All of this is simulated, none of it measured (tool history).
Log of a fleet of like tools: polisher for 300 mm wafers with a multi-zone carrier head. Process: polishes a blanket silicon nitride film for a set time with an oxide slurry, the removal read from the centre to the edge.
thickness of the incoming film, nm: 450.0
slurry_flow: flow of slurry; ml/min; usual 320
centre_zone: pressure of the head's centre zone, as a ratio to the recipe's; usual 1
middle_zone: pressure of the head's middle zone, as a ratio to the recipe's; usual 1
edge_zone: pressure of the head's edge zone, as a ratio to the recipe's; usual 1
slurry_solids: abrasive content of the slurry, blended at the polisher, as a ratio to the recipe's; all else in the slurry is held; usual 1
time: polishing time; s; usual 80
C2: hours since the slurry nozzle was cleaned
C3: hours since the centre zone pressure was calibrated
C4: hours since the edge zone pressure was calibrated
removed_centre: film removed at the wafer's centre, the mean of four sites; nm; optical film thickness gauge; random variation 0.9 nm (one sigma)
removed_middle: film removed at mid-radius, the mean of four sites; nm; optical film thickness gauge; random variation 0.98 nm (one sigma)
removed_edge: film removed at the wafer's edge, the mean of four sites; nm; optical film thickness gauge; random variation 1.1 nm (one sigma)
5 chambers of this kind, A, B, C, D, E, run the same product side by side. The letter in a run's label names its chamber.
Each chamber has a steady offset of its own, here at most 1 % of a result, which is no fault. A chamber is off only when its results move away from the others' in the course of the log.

{"run": "1B", "hour": 8.0, "slurry_flow": 320, "centre_zone": 1, "middle_zone": 1, "edge_zone": 1, "slurry_solids": 1, "time": 80, "wafers polished on this pad": 673, "C2": 214.1, "C3": 135.8, "C4": 217.8, "removed_centre": 78.869, "removed_middle": 80.365, "removed_edge": 79.991}
{"run": "2C", "hour": 15.7, "slurry_flow": 320, "centre_zone": 1, "middle_zone": 1, "edge_zone": 1, "slurry_solids": 1, "time": 80, "wafers polished on this pad": 416, "C2": 28.8, "C3": 876.2, "C4": 415.5, "removed_centre": 80.852, "removed_middle": 80.306, "removed_edge": 77.054}
{"run": "3D", "hour": 24.4, "slurry_flow": 320, "centre_zone": 1, "middle_zone": 1, "edge_zone": 1, "slurry_solids": 1, "time": 80, "wafers polished on this pad": 1046, "C2": 429.9, "C3": 428.3, "C4": 308, "removed_centre": 80.181, "removed_middle": 80.287, "removed_edge": 82.148}
{"hour": 27.4, "done": "chamber B: worn pad replaced by a new one"}
{"run": "4E", "hour": 30.3, "slurry_flow": 320, "centre_zone": 1, "middle_zone": 1, "edge_zone": 1, "slurry_solids": 1, "time": 80, "wafers polished on this pad": 1200, "C2": 157.3, "C3": 660.6, "C4": 455.9, "removed_centre": 79.616, "removed_middle": 78.776, "removed_edge": 78.41}
{"hour": 35.3, "done": "chamber D: worn pad replaced by a new one"}
{"run": "5A", "hour": 38.6, "slurry_flow": 320, "centre_zone": 1, "middle_zone": 1, "edge_zone": 1, "slurry_solids": 1, "time": 80, "wafers polished on this pad": 458, "C2": 44.2, "C3": 487.8, "C4": 432.9, "removed_centre": 80.737, "removed_middle": 79.911, "removed_edge": 79.73}
{"run": "6D", "hour": 48.9, "slurry_flow": 320, "centre_zone": 1, "middle_zone": 1, "edge_zone": 1, "slurry_solids": 1, "time": 80, "wafers polished on this pad": 103, "C2": 454.4, "C3": 452.8, "C4": 332.5, "removed_centre": 80.255, "removed_middle": 78.878, "removed_edge": 79.943}
{"run": "7B", "hour": 58.4, "slurry_flow": 320, "centre_zone": 1, "middle_zone": 1, "edge_zone": 1, "slurry_solids": 1, "time": 80, "wafers polished on this pad": 234, "C2": 264.5, "C3": 186.2, "C4": 268.2, "removed_centre": 80.102, "removed_middle": 81.181, "removed_edge": 80.151}
{"run": "8C", "hour": 65.1, "slurry_flow": 320, "centre_zone": 1, "middle_zone": 1, "edge_zone": 1, "slurry_solids": 1, "time": 80, "wafers polished on this pad": 789, "C2": 78.2, "C3": 925.6, "C4": 464.9, "removed_centre": 80.372, "removed_middle": 78.577, "removed_edge": 78.477}
{"run": "9E", "hour": 71.5, "slurry_flow": 320, "centre_zone": 1, "middle_zone": 1, "edge_zone": 1, "slurry_solids": 1, "time": 80, "wafers polished on this pad": 1511, "C2": 198.5, "C3": 701.8, "C4": 497.1, "removed_centre": 78.463, "removed_middle": 80.427, "removed_edge": 79.624}
{"run": "10A", "hour": 78.1, "slurry_flow": 320, "centre_zone": 1, "middle_zone": 1, "edge_zone": 1, "slurry_solids": 1, "time": 80, "wafers polished on this pad": 757, "C2": 83.7, "C3": 527.3, "C4": 472.4, "removed_centre": 79.712, "removed_middle": 80.511, "removed_edge": 79.177}
{"hour": 85.7, "done": "chamber A: edge zone pressure recalibrated"}
{"run": "11C", "hour": 85.8, "slurry_flow": 320, "centre_zone": 1, "middle_zone": 1, "edge_zone": 1, "slurry_solids": 1, "time": 80, "wafers polished on this pad": 945, "C2": 98.9, "C3": 946.3, "C4": 485.6, "removed_centre": 82.3, "removed_middle": 81.685, "removed_edge": 78.242}
{"hour": 92.4, "done": "chamber C: edge zone pressure recalibrated"}
{"run": "12B", "hour": 92.4, "slurry_flow": 320, "centre_zone": 1, "middle_zone": 1, "edge_zone": 1, "slurry_solids": 1, "time": 80, "wafers polished on this pad": 491, "C2": 298.5, "C3": 220.2, "C4": 302.2, "removed_centre": 80.122, "removed_middle": 80.676, "removed_edge": 79.565}
{"hour": 98.8, "done": "chamber E: slurry nozzle cleaned"}
{"run": "13D", "hour": 100.7, "slurry_flow": 320, "centre_zone": 1, "middle_zone": 1, "edge_zone": 1, "slurry_solids": 1, "time": 80, "wafers polished on this pad": 494, "C2": 506.2, "C3": 504.6, "C4": 384.3, "removed_centre": 81.616, "removed_middle": 80.89, "removed_edge": 80.977}
{"run": "14E", "hour": 105.9, "slurry_flow": 320, "centre_zone": 1, "middle_zone": 1, "edge_zone": 1, "slurry_solids": 1, "time": 80, "wafers polished on this pad": 1770, "C2": 7.1, "C3": 736.2, "C4": 531.5, "removed_centre": 78.974, "removed_middle": 80.539, "removed_edge": 77.993}
{"hour": 111.4, "done": "chamber E: edge zone pressure recalibrated"}
{"run": "15A", "hour": 116.6, "slurry_flow": 320, "centre_zone": 1, "middle_zone": 1, "edge_zone": 1, "slurry_solids": 1, "time": 80, "wafers polished on this pad": 1047, "C2": 122.2, "C3": 565.8, "C4": 30.9, "removed_centre": 79.201, "removed_middle": 80.059, "removed_edge": 79.207}
{"hour": 119.8, "done": "chamber A: worn pad replaced by a new one"}
{"run": "16B", "hour": 122.3, "slurry_flow": 320, "centre_zone": 1, "middle_zone": 1, "edge_zone": 1, "slurry_solids": 1, "time": 80, "wafers polished on this pad": 716, "C2": 328.4, "C3": 250.1, "C4": 332.1, "removed_centre": 78.582, "removed_middle": 80.28, "removed_edge": 79.3}
{"hour": 125.0, "done": "chamber B: worn pad replaced by a new one"}
{"run": "17D", "hour": 127.2, "slurry_flow": 320, "centre_zone": 1, "middle_zone": 1, "edge_zone": 1, "slurry_solids": 1, "time": 80, "wafers polished on this pad": 694, "C2": 532.7, "C3": 531.1, "C4": 410.8, "removed_centre": 80.032, "removed_middle": 81.314, "removed_edge": 78.419}
{"hour": 134.0, "done": "chamber C: centre zone pressure recalibrated"}
{"run": "18C", "hour": 137.8, "slurry_flow": 320, "centre_zone": 1, "middle_zone": 1, "edge_zone": 1, "slurry_solids": 1, "time": 80, "wafers polished on this pad": 1337, "C2": 150.9, "C3": 3.9, "C4": 45.5, "removed_centre": 78.979, "removed_middle": 81.849, "removed_edge": 79.244}
{"hour": 140.1, "done": "chamber C: worn pad replaced by a new one"}
{"run": "19A", "hour": 143.9, "slurry_flow": 320, "centre_zone": 1, "middle_zone": 1, "edge_zone": 1, "slurry_solids": 1, "time": 80, "wafers polished on this pad": 182, "C2": 149.5, "C3": 593.1, "C4": 58.2, "removed_centre": 79.134, "removed_middle": 80.929, "removed_edge": 81.334}
{"hour": 151.0, "done": "chamber D: edge zone pressure recalibrated"}
{"run": "20E", "hour": 154.1, "slurry_flow": 320, "centre_zone": 1, "middle_zone": 1, "edge_zone": 1, "slurry_solids": 1, "time": 80, "wafers polished on this pad": 2134, "C2": 55.3, "C3": 784.4, "C4": 42.7, "removed_centre": 77.087, "removed_middle": 78.409, "removed_edge": 76.078}
{"run": "21E", "hour": 161.6, "slurry_flow": 320, "centre_zone": 1, "middle_zone": 1, "edge_zone": 1, "slurry_solids": 1, "time": 80, "wafers polished on this pad": 2191, "C2": 62.8, "C3": 791.9, "C4": 50.2, "removed_centre": 76.858, "removed_middle": 76.72, "removed_edge": 77.312}
{"hour": 169.6, "done": "chamber D: worn pad replaced by a new one"}
{"run": "22B", "hour": 171.5, "slurry_flow": 320, "centre_zone": 1, "middle_zone": 1, "edge_zone": 1, "slurry_solids": 1, "time": 80, "wafers polished on this pad": 350, "C2": 377.6, "C3": 299.3, "C4": 381.3, "removed_centre": 79.029, "removed_middle": 78.891, "removed_edge": 78.342}
{"run": "23D", "hour": 177.1, "slurry_flow": 320, "centre_zone": 1, "middle_zone": 1, "edge_zone": 1, "slurry_solids": 1, "time": 80, "wafers polished on this pad": 56, "C2": 582.6, "C3": 581, "C4": 26.1, "removed_centre": 80.478, "removed_middle": 80.829, "removed_edge": 79.014}
{"run": "24A", "hour": 182.9, "slurry_flow": 320, "centre_zone": 1, "middle_zone": 1, "edge_zone": 1, "slurry_solids": 1, "time": 80, "wafers polished on this pad": 476, "C2": 188.5, "C3": 632.1, "C4": 97.2, "removed_centre": 79.606, "removed_middle": 81.128, "removed_edge": 81.258}
{"run": "25C", "hour": 188.5, "slurry_flow": 320, "centre_zone": 1, "middle_zone": 1, "edge_zone": 1, "slurry_solids": 1, "time": 80, "wafers polished on this pad": 365, "C2": 201.6, "C3": 54.6, "C4": 96.2, "removed_centre": 80.415, "removed_middle": 80.583, "removed_edge": 78.944}
{"run": "26A", "hour": 196.9, "slurry_flow": 320, "centre_zone": 1, "middle_zone": 1, "edge_zone": 1, "slurry_solids": 1, "time": 80, "wafers polished on this pad": 582, "C2": 202.5, "C3": 646.1, "C4": 111.2, "removed_centre": 80.03, "removed_middle": 80.49, "removed_edge": 81.548}
{"run": "27D", "hour": 201.8, "slurry_flow": 320, "centre_zone": 1, "middle_zone": 1, "edge_zone": 1, "slurry_solids": 1, "time": 80, "wafers polished on this pad": 243, "C2": 607.3, "C3": 605.7, "C4": 50.8, "removed_centre": 80.522, "removed_middle": 78.335, "removed_edge": 78.982}
{"run": "28B", "hour": 212.3, "slurry_flow": 320, "centre_zone": 1, "middle_zone": 1, "edge_zone": 1, "slurry_solids": 1, "time": 80, "wafers polished on this pad": 658, "C2": 418.4, "C3": 340.1, "C4": 422.1, "removed_centre": 79.548, "removed_middle": 78.221, "removed_edge": 80.176}
{"run": "29C", "hour": 220.0, "slurry_flow": 320, "centre_zone": 1, "middle_zone": 0.96, "edge_zone": 1, "slurry_solids": 1, "time": 80, "wafers polished on this pad": 603, "C2": 233.1, "C3": 86.1, "C4": 127.7, "removed_centre": 80.817, "removed_middle": 78.065, "removed_edge": 79.248}
{"run": "30E", "hour": 227.3, "slurry_flow": 320, "centre_zone": 1, "middle_zone": 0.96, "edge_zone": 1, "slurry_solids": 1, "time": 80, "wafers polished on this pad": 2687, "C2": 128.5, "C3": 857.6, "C4": 115.9, "removed_centre": 72.831, "removed_middle": 70.84, "removed_edge": 73.331}
{"run": "31C", "hour": 237.5, "slurry_flow": 320, "centre_zone": 1, "middle_zone": 0.96, "edge_zone": 1, "slurry_solids": 1, "time": 80, "wafers polished on this pad": 735, "C2": 250.6, "C3": 103.6, "C4": 145.2, "removed_centre": 79.783, "removed_middle": 78.725, "removed_edge": 79.491}

All 5 chambers run these settings next. Forecast each chamber's results:
{"run": "32A", "hour": 245.1, "slurry_flow": 320, "centre_zone": 1, "middle_zone": 1, "edge_zone": 1, "slurry_solids": 1, "time": 80, "removed_centre": "?", "removed_middle": "?", "removed_edge": "?"}
{"run": "32B", "hour": 245.1, "slurry_flow": 320, "centre_zone": 1, "middle_zone": 1, "edge_zone": 1, "slurry_solids": 1, "time": 80, "removed_centre": "?", "removed_middle": "?", "removed_edge": "?"}
{"run": "32C", "hour": 245.1, "slurry_flow": 320, "centre_zone": 1, "middle_zone": 1, "edge_zone": 1, "slurry_solids": 1, "time": 80, "removed_centre": "?", "removed_middle": "?", "removed_edge": "?"}
{"run": "32D", "hour": 245.1, "slurry_flow": 320, "centre_zone": 1, "middle_zone": 1, "edge_zone": 1, "slurry_solids": 1, "time": 80, "removed_centre": "?", "removed_middle": "?", "removed_edge": "?"}
{"run": "32E", "hour": 245.1, "slurry_flow": 320, "centre_zone": 1, "middle_zone": 1, "edge_zone": 1, "slurry_solids": 1, "time": 80, "removed_centre": "?", "removed_middle": "?", "removed_edge": "?"}

run=32A removed_centre=77.837 removed_middle=81.155 removed_edge=79.614
run=32B removed_centre=78.446 removed_middle=80.89 removed_edge=80.653
run=32C removed_centre=80.403 removed_middle=81.382 removed_edge=78.033
run=32D removed_centre=80.44 removed_middle=81.094 removed_edge=79.89
run=32E removed_centre=73.916 removed_middle=74.647 removed_edge=72.565

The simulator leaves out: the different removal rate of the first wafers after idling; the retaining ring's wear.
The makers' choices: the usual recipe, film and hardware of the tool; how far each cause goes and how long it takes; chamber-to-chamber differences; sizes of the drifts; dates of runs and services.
